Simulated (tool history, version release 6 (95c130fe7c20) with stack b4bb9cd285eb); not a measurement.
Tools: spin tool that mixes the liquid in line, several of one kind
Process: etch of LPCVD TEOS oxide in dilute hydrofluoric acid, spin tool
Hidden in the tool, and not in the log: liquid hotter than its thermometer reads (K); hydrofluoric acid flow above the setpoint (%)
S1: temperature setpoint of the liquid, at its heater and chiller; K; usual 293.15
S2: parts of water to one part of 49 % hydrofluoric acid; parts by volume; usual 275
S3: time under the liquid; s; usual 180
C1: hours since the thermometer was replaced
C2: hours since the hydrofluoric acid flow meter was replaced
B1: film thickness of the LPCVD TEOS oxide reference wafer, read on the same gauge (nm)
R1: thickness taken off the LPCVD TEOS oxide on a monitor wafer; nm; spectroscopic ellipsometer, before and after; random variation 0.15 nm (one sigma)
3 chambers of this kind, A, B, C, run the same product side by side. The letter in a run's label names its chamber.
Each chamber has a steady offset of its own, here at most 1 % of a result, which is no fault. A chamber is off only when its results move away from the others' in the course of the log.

run,hour,S1,S2,S3,C1,C2,B1,R1
1C,9.2,293.15,275,180,373.9,426.4,79.996,26.1750
2A,17.6,293.15,275,180,555.5,475.2,80.002,26.4300
3B,24.5,293.15,275,180,290.1,1146.7,80.002,26.0350
4A,32.1,293.15,275,180,570.0,489.7,80.017,26.7180
5B,39.1,293.15,275,180,304.7,1161.3,79.992,26.0220
6C,45.4,293.15,275,180,410.1,462.6,79.998,25.8220
7A,56.1,293.15,275,180,594.0,513.7,80.016,26.2920
# hour 56.2: chamber C: hydrofluoric acid flow meter replaced
8B,64.4,293.15,275,180,330.0,1186.6,79.991,26.4320
9C,74.7,293.15,275,180,439.4,18.6,80.006,26.3320
10B,80.3,295.65,275,180,345.9,1202.5,80.035,28.6340
11C,88.4,295.65,275,180,453.1,32.3,80.002,28.3300
12A,97.1,295.65,275,180,635.0,554.7,80.004,28.8490
13C,106.9,293.15,275,180,471.6,50.8,80.016,25.7920
14B,114.0,293.15,275,180,379.6,1236.2,80.014,26.2870
15A,122.0,293.15,275,180,659.9,579.6,79.990,26.5010
16A,132.2,293.15,275,180,670.1,589.8,80.006,26.4320
17B,138.5,293.15,275,180,404.1,1260.7,79.995,26.7750
18C,148.9,293.15,275,180,513.6,92.8,80.007,26.0900
19A,158.2,293.15,345,180,696.1,615.8,80.015,19.6110
20C,167.2,293.15,345,180,531.9,111.1,79.991,19.5850
21B,174.7,293.15,345,180,440.3,1296.9,80.017,19.8160
22B,185.3,293.15,275,180,450.9,1307.5,80.007,26.7330
23A,190.4,293.15,275,180,728.3,648.0,79.997,26.0660
24C,197.9,293.15,275,180,562.6,141.8,80.007,25.8490
25C,206.4,293.15,275,180,571.1,150.3,80.004,25.9930
# hour 207.1: chamber A: hydrofluoric acid flow meter replaced
26A,216.1,293.15,275,180,754.0,9.0,79.997,26.4450
27B,221.3,290.15,150,180,486.9,1343.5,80.007,49.1230
28C,230.3,290.15,150,180,595.0,174.2,80.004,47.5370
29A,241.0,290.15,150,180,778.9,33.9,80.003,49.0280
30B,246.2,290.65,275,180,511.8,1368.4,80.008,24.5820
31C,255.1,290.65,275,180,619.8,199.0,79.977,23.7840
32B,259.9,290.65,275,180,525.5,1382.1,79.978,24.4250
33A,265.6,293.15,275,180,803.5,58.5,80.008,26.2420
34B,272.2,293.15,275,180,537.8,1394.4,79.986,27.3440
35A,277.9,293.15,275,180,815.8,70.8,80.000,26.6270
36C,288.4,293.15,275,180,653.1,232.3,80.007,26.0930
37B,295.6,293.15,350,90,561.2,1417.8,79.997,9.9705
38C,300.4,293.15,350,90,665.1,244.3,80.001,9.5560
39A,310.1,293.15,350,90,848.0,103.0,79.997,9.6397
40C,318.2,293.15,275,180,682.9,262.1,79.999,25.8440
41B,323.7,293.15,275,180,589.3,1445.9,80.009,27.3500
42A,333.6,293.15,275,180,871.5,126.5,79.994,26.2560

Next, every chamber runs the same settings. What will each give?
43A,341.3,293.15,275,180,,,,?
43B,341.3,293.15,275,180,,,,?
43C,341.3,293.15,275,180,,,,?

run,R1
43A,26.5200
43B,27.4400
43C,25.8200
